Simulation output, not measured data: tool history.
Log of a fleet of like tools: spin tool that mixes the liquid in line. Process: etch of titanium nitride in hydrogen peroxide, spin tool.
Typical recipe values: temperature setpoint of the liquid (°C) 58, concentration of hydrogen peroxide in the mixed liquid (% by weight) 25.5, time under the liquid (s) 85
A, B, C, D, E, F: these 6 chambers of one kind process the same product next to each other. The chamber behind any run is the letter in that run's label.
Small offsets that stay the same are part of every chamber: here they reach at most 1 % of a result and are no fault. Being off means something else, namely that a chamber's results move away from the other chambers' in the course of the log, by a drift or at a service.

run,hour,temperature setpoint of the liquid (°C),concentration of hydrogen peroxide in the mixed liquid (% by weight),time under the liquid (s),"read-back film thickness of the titanium nitride reference wafer, read on the same gauge (nm)",thickness taken off the titanium nitride on a monitor wafer (nm)
1E,3.1,58,25.5,85,40.055,7.5724
2B,6.1,58,25.5,85,39.971,7.739
3D,8.9,58,25.5,85,40.008,7.7966
4A,13.4,58,25.5,85,39.968,7.7602
5F,16.4,54.5,25.5,65,40.015,4.6024
6C,19.1,54.5,25.5,65,40.029,4.6119
# hour 21.1: chamber E: peroxide flow meter replaced
7B,22.9,54.5,25.5,65,40.027,4.6427
8A,27.4,54.5,25.5,65,39.976,4.6497
9E,32.2,54.5,25.5,65,40.045,4.6191
10F,35.7,54.5,25.5,65,39.973,4.6381
11D,38.4,58,25.5,85,40.019,7.7175
12C,42.5,58,25.5,85,39.986,7.658
13F,46.5,62,29.5,85,39.96,10.337
14C,49.9,62,29.5,85,40.002,10.347
15D,52.3,62,29.5,85,40.034,10.264
16E,54.6,62,29.5,85,39.947,10.297
17B,59,62,29.5,85,40.024,10.331
18A,63.5,62,29.5,85,39.955,10.62
19C,66.7,58,25.5,125,40.007,11.143
20A,69,58,25.5,125,40.04,11.517
21E,71.6,58,25.5,125,39.999,11.434
22D,74.4,58,25.5,125,40.025,10.895
23B,76.8,58,25.5,125,40.054,11.351
24F,81.8,58,25.5,125,40.005,11.366
25E,86.5,58,25.5,85,39.984,7.6591
26C,90,58,25.5,85,39.974,7.615
# hour 91.9: chamber A: heated supply line repaired
27F,92.9,58,25.5,85,40.027,7.6548
28A,96.4,58,25.5,85,39.994,7.6797
29B,99.5,58,25.5,85,40.02,7.6536
30D,102.4,58,25.5,85,39.974,7.2036
31D,107.1,58,25.5,85,39.997,7.1058
32A,111.6,58,25.5,85,39.986,7.8275
33B,115.3,58,30,85,39.989,8.0433
34F,118,58,30,85,40.014,8.0483
35E,122.1,58,30,85,40.001,7.9433
36C,125.9,58,30,85,40,8.0713
37B,130.6,58,30,85,40.058,7.9697
38F,133.9,58,30,85,40.006,7.9853

All 6 chambers run these settings next. Forecast each chamber's results:
39A,137.5,58,25.5,85,,?
39B,137.5,58,25.5,85,,?
39C,137.5,58,25.5,85,,?
39D,137.5,58,25.5,85,,?
39E,137.5,58,25.5,85,,?
39F,137.5,58,25.5,85,,?

run,thickness taken off the titanium nitride on a monitor wafer (nm)
39A,7.9038
39B,7.6982
39C,7.6498
39D,6.9859
39E,7.651
39F,7.6857

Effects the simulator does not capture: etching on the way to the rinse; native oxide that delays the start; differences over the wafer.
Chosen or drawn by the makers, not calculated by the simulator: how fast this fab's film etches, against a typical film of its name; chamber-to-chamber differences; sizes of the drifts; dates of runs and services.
